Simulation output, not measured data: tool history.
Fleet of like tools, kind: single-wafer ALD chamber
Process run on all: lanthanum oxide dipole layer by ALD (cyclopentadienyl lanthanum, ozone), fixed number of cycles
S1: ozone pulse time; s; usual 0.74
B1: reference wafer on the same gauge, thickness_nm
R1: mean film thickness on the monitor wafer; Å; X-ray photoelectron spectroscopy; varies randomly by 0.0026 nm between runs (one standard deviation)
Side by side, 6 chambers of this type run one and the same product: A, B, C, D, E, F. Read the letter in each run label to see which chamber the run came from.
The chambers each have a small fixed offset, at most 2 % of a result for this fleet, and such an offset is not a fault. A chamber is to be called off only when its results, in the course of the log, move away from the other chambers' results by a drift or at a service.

run,day,S1,B1,R1
# day 0.158: chamber F: ozone generator serviced
# day 0.271: chamber F: thermocouple changed; heater temperature recalibrated
1F,0.271,0.74,0.44063,4.3841
2A,0.475,0.74,0.44059,4.4935
3E,0.683,0.74,0.44114,4.4647
4C,1.025,0.74,0.4413,4.3583
5D,1.379,0.74,0.4407,4.4378
6B,1.771,0.74,0.44126,4.5268
7B,1.958,0.74,0.44109,4.5054
8F,2.292,0.74,0.44078,4.394
9D,2.675,0.74,0.44098,4.4774
10A,2.942,0.74,0.44118,4.4595
11E,3.329,0.74,0.44156,4.4715
12C,3.604,0.74,0.44109,4.4253
13B,3.983,0.74,0.44108,4.526
14F,4.238,0.74,0.44003,4.3718
15A,4.542,0.74,0.44062,4.4464
16D,4.904,0.74,0.44135,4.4589
17C,5.267,0.74,0.44085,4.4592
18E,5.596,0.74,0.44086,4.4647
19C,5.833,0.59,0.44127,3.975
20F,6.096,0.59,0.44113,3.9161
# day 6.283: chamber A: ozone generator serviced
21E,6.467,0.59,0.44102,3.9893
22B,6.704,0.59,0.44087,4.0489
23D,7.104,0.59,0.44081,4.0138
24A,7.429,0.59,0.44171,4.0047
25C,7.758,0.74,0.44081,4.3711
26A,8.104,0.74,0.4409,4.5448
27D,8.525,0.74,0.44172,4.5019
28E,8.883,0.74,0.44039,4.5065
29F,9.212,0.74,0.44092,4.3707
30B,9.525,0.74,0.44074,4.5055
# day 9.675: chamber A: thermocouple changed; heater temperature recalibrated
31A,9.883,0.74,0.44063,4.4656
32E,10.175,0.74,0.44095,4.4893
33D,10.45,0.96,0.441,4.9385
34B,10.779,0.96,0.4421,4.9812
35F,11.017,0.96,0.4417,4.821
36C,11.425,0.96,0.44066,4.8294
37E,11.825,0.96,0.44087,4.8961
38F,12.246,0.96,0.44106,4.8254
39B,12.662,0.74,0.44072,4.5431
40A,13.004,0.74,0.44047,4.4736
41C,13.267,0.74,0.44054,4.4493
42D,13.471,0.74,0.44101,4.4296
43A,13.708,0.74,0.44051,4.4956
44C,14.088,0.74,0.44076,4.4382

Does one chamber stand apart from the rest, does the shared gauge drift, or is all well apart from small per-chamber offsets? Give the chamber and the most likely cause, where there is one.

No chamber stands off beyond its own small offset, and the gauge holds steady.
